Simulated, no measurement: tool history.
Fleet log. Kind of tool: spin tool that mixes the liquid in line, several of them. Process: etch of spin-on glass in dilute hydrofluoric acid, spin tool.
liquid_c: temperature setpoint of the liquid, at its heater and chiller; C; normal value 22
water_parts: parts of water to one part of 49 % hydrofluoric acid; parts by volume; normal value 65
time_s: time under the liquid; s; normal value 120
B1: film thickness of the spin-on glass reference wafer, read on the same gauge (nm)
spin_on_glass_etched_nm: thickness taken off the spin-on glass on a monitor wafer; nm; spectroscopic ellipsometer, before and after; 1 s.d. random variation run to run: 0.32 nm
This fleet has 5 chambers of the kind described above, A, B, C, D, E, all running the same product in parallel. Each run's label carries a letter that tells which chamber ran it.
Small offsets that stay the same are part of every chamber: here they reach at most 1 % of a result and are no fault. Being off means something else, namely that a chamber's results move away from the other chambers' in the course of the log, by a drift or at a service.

{"run": "1C", "hour": 5.7, "liquid_c": 22, "water_parts": 65, "time_s": 120, "B1": 89.991, "spin_on_glass_etched_nm": 58.328}
{"run": "2D", "hour": 10.9, "liquid_c": 22, "water_parts": 65, "time_s": 120, "B1": 89.969, "spin_on_glass_etched_nm": 58.313}
{"run": "3B", "hour": 15.6, "liquid_c": 22, "water_parts": 65, "time_s": 120, "B1": 89.957, "spin_on_glass_etched_nm": 58.494}
{"run": "4A", "hour": 19.9, "liquid_c": 22, "water_parts": 65, "time_s": 120, "B1": 90.005, "spin_on_glass_etched_nm": 58.371}
{"hour": 22.9, "done": "chamber B: hydrofluoric acid flow meter replaced"}
{"run": "5E", "hour": 25.7, "liquid_c": 22, "water_parts": 65, "time_s": 120, "B1": 89.964, "spin_on_glass_etched_nm": 58.506}
{"run": "6C", "hour": 30.2, "liquid_c": 22, "water_parts": 65, "time_s": 120, "B1": 89.949, "spin_on_glass_etched_nm": 58.538}
{"run": "7B", "hour": 34.6, "liquid_c": 22, "water_parts": 65, "time_s": 120, "B1": 90.003, "spin_on_glass_etched_nm": 57.893}
{"hour": 39.3, "done": "chamber C: hydrofluoric acid flow meter replaced"}
{"run": "8D", "hour": 40.1, "liquid_c": 22, "water_parts": 65, "time_s": 120, "B1": 89.967, "spin_on_glass_etched_nm": 57.869}
{"run": "9E", "hour": 44.4, "liquid_c": 22, "water_parts": 65, "time_s": 120, "B1": 90.032, "spin_on_glass_etched_nm": 58.027}
{"run": "10A", "hour": 50.2, "liquid_c": 22, "water_parts": 65, "time_s": 120, "B1": 89.995, "spin_on_glass_etched_nm": 58.264}
{"run": "11C", "hour": 55.5, "liquid_c": 22, "water_parts": 65, "time_s": 120, "B1": 89.992, "spin_on_glass_etched_nm": 58.304}
{"run": "12E", "hour": 58.8, "liquid_c": 22, "water_parts": 65, "time_s": 120, "B1": 90.004, "spin_on_glass_etched_nm": 58.198}
{"run": "13D", "hour": 63.1, "liquid_c": 22, "water_parts": 65, "time_s": 120, "B1": 90.003, "spin_on_glass_etched_nm": 58.313}
{"run": "14A", "hour": 66.2, "liquid_c": 22, "water_parts": 65, "time_s": 120, "B1": 89.967, "spin_on_glass_etched_nm": 58.121}
{"run": "15B", "hour": 71.9, "liquid_c": 22, "water_parts": 65, "time_s": 120, "B1": 90.011, "spin_on_glass_etched_nm": 56.684}
{"run": "16E", "hour": 74.9, "liquid_c": 22, "water_parts": 65, "time_s": 120, "B1": 90.016, "spin_on_glass_etched_nm": 58.294}
{"run": "17D", "hour": 79.7, "liquid_c": 22, "water_parts": 65, "time_s": 120, "B1": 90.027, "spin_on_glass_etched_nm": 58.374}
{"run": "18C", "hour": 85.4, "liquid_c": 22, "water_parts": 65, "time_s": 120, "B1": 90.01, "spin_on_glass_etched_nm": 58.488}
{"run": "19B", "hour": 89.8, "liquid_c": 22, "water_parts": 65, "time_s": 120, "B1": 90.043, "spin_on_glass_etched_nm": 57.069}
{"run": "20A", "hour": 95.4, "liquid_c": 22, "water_parts": 65, "time_s": 120, "B1": 90.0, "spin_on_glass_etched_nm": 58.094}
{"run": "21C", "hour": 99.8, "liquid_c": 22, "water_parts": 65, "time_s": 120, "B1": 89.979, "spin_on_glass_etched_nm": 58.14}
{"run": "22B", "hour": 104.7, "liquid_c": 26, "water_parts": 65, "time_s": 180, "B1": 90.016, "spin_on_glass_etched_nm": 100.14}
{"run": "23E", "hour": 108.3, "liquid_c": 26, "water_parts": 65, "time_s": 180, "B1": 90.005, "spin_on_glass_etched_nm": 101.74}
{"run": "24A", "hour": 111.0, "liquid_c": 26, "water_parts": 65, "time_s": 180, "B1": 89.994, "spin_on_glass_etched_nm": 102.71}
{"run": "25D", "hour": 114.1, "liquid_c": 26, "water_parts": 65, "time_s": 180, "B1": 89.975, "spin_on_glass_etched_nm": 103.53}
{"run": "26A", "hour": 119.4, "liquid_c": 26, "water_parts": 65, "time_s": 180, "B1": 90.027, "spin_on_glass_etched_nm": 102.62}
{"run": "27E", "hour": 125.3, "liquid_c": 22, "water_parts": 65, "time_s": 120, "B1": 90.043, "spin_on_glass_etched_nm": 57.969}
{"run": "28B", "hour": 129.3, "liquid_c": 22, "water_parts": 40, "time_s": 120, "B1": 90.017, "spin_on_glass_etched_nm": 93.119}
{"run": "29D", "hour": 132.9, "liquid_c": 22, "water_parts": 40, "time_s": 120, "B1": 89.948, "spin_on_glass_etched_nm": 99.788}
{"run": "30C", "hour": 136.3, "liquid_c": 22, "water_parts": 40, "time_s": 120, "B1": 89.996, "spin_on_glass_etched_nm": 98.733}
{"run": "31D", "hour": 141.9, "liquid_c": 22, "water_parts": 40, "time_s": 120, "B1": 90.007, "spin_on_glass_etched_nm": 98.927}
{"run": "32B", "hour": 144.6, "liquid_c": 22, "water_parts": 40, "time_s": 120, "B1": 90.016, "spin_on_glass_etched_nm": 92.455}
{"run": "33A", "hour": 149.9, "liquid_c": 22, "water_parts": 65, "time_s": 120, "B1": 90.04, "spin_on_glass_etched_nm": 58.028}
{"run": "34C", "hour": 155.2, "liquid_c": 22, "water_parts": 65, "time_s": 120, "B1": 89.98, "spin_on_glass_etched_nm": 58.688}
{"run": "35E", "hour": 160.3, "liquid_c": 22, "water_parts": 65, "time_s": 120, "B1": 89.982, "spin_on_glass_etched_nm": 57.697}

Which is it: a chamber that has drifted or been left off by a service, a gauge drift common to all chambers, or only each chamber's usual small offset? If a chamber is off, name it and its likeliest cause.

Chamber B drifts away from the others.
Likeliest cause: liquid colder than its thermometer reads (K) = 1.49.

Which of the 4 candidates below, each the usual settings with something changed and its results left as question marks, puts chamber B back in line with what the other chambers give on the usual settings?
In line here means within this much of the mean the other chambers give on the usual settings: spin_on_glass_etched_nm 1.100 nm
{"run": "36B-1", "hour": 164.7, "liquid_c": 21.5, "water_parts": 65, "time_s": 120, "spin_on_glass_etched_nm": "?"}
{"run": "36B-2", "hour": 164.7, "liquid_c": 22.5, "water_parts": 65, "time_s": 120, "spin_on_glass_etched_nm": "?"}
{"run": "36B-3", "hour": 164.7, "liquid_c": 20.5, "water_parts": 65, "time_s": 120, "spin_on_glass_etched_nm": "?"}
{"run": "36B-4", "hour": 164.7, "liquid_c": 23.5, "water_parts": 65, "time_s": 120, "spin_on_glass_etched_nm": "?"}

Other chambers, usual settings, mean: spin_on_glass_etched_nm 58.368 nm
run=36B-1 spin_on_glass_etched_nm=53.742
run=36B-2 spin_on_glass_etched_nm=56.063
run=36B-3 spin_on_glass_etched_nm=51.477
run=36B-4 spin_on_glass_etched_nm=58.464
The right change is 36B-4: it brings the chamber back within the allowed miss of the others.
